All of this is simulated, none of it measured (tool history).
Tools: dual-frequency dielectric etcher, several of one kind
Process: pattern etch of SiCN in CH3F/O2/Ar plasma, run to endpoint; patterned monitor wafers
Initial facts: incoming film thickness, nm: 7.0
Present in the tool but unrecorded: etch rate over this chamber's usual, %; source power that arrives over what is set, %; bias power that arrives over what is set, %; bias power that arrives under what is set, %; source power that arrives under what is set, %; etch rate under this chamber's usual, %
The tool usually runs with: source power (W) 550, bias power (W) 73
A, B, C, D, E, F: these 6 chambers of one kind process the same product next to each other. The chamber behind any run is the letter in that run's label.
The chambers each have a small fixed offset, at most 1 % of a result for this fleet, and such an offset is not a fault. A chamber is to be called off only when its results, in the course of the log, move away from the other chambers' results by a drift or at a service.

run,hour,source power (W),bias power (W),hours since the last wet clean,hours since the last source power generator calibration,hours since the last bias power generator calibration,endpoint time (s)
1E,8.9,550,73,138.4,2802.1,2449.0,16.618
2B,16.8,550,73,359.9,724.4,1162.5,16.426
3F,22.4,550,73,333.6,1815.9,2886.1,16.600
4A,30.1,550,73,269.9,1825.1,141.2,16.332
5D,34.6,550,73,234.4,2977.9,592.2,16.620
6C,40.2,550,73,324.9,4701.5,1237.0,16.537
7F,50.0,550,73,361.2,1843.5,2913.7,16.622
8B,60.1,550,73,403.2,767.7,1205.8,16.453
9A,65.5,550,73,305.3,1860.5,176.6,16.282
10C,75.0,550,73,359.7,4736.3,1271.8,16.520
11D,81.6,550,73,281.4,3024.9,639.2,16.578
12E,90.5,550,73,220.0,2883.7,2530.6,16.594
13F,96.1,550,73,407.3,1889.6,2959.8,16.622
14D,105.2,550,73,305.0,3048.5,662.8,16.709
15B,111.5,500,66,454.6,819.1,1257.2,17.684
16E,119.2,500,66,248.7,2912.4,2559.3,17.846
# hour 125.4: chamber A: wet clean of the chamber
17C,129.6,500,66,414.3,4790.9,1326.4,17.754
18A,134.6,500,66,9.3,1929.6,245.7,17.411
19F,142.0,500,66,453.2,1935.5,3005.7,18.021
20C,149.1,500,66,433.8,4810.4,1345.9,17.744
21E,155.1,440,83,284.6,2948.3,2595.2,17.213
22A,162.6,440,83,37.3,1957.6,273.7,17.037
23D,167.9,440,83,367.7,3111.2,725.5,17.366
24B,172.7,440,83,515.8,880.3,1318.4,16.924
# hour 173.6: chamber F: source power generator calibrated
# hour 180.3: chamber D: source power generator calibrated
25D,181.3,440,83,381.1,1.1,738.9,17.263
26B,187.5,440,83,530.6,895.1,1333.2,17.026
27C,193.0,550,73,477.7,4854.3,1389.8,16.487
28F,201.6,550,73,512.8,28.0,3065.3,17.006
29E,210.6,550,73,340.1,3003.8,2650.7,16.752
30A,217.8,550,73,92.5,2012.8,328.9,16.390
31B,222.7,550,73,565.8,930.3,1368.4,16.407
# hour 223.8: chamber E: wet clean of the chamber
32C,228.5,660,63,513.2,4889.8,1425.3,16.297
33E,236.2,660,63,12.5,3029.4,2676.3,16.260
# hour 238.0: chamber C: wet clean of the chamber
34A,242.4,660,63,117.1,2037.4,353.5,16.000
35D,252.1,660,63,451.9,71.9,809.7,16.376
36F,261.2,660,63,572.4,87.6,3124.9,16.835
37D,270.9,660,63,470.7,90.7,828.5,16.333
# hour 272.3: chamber B: wet clean of the chamber
38B,279.7,550,73,7.4,987.3,1425.4,16.300
# hour 282.7: chamber F: bias power generator calibrated
39E,289.7,460,73,66.0,3082.9,2729.8,17.817
40F,295.1,460,73,606.3,121.5,12.4,18.362
41C,302.0,460,73,64.1,4963.3,1498.8,17.677

For the next run the whole fleet of 6 chambers uses the same settings. Give each chamber's results:
42A,309.4,550,73,,,,?
42B,309.4,550,73,,,,?
42C,309.4,550,73,,,,?
42D,309.4,550,73,,,,?
42E,309.4,550,73,,,,?
42F,309.4,550,73,,,,?

run,endpoint time (s)
42A,16.365
42B,16.284
42C,16.669
42D,16.574
42E,16.652
42F,17.180

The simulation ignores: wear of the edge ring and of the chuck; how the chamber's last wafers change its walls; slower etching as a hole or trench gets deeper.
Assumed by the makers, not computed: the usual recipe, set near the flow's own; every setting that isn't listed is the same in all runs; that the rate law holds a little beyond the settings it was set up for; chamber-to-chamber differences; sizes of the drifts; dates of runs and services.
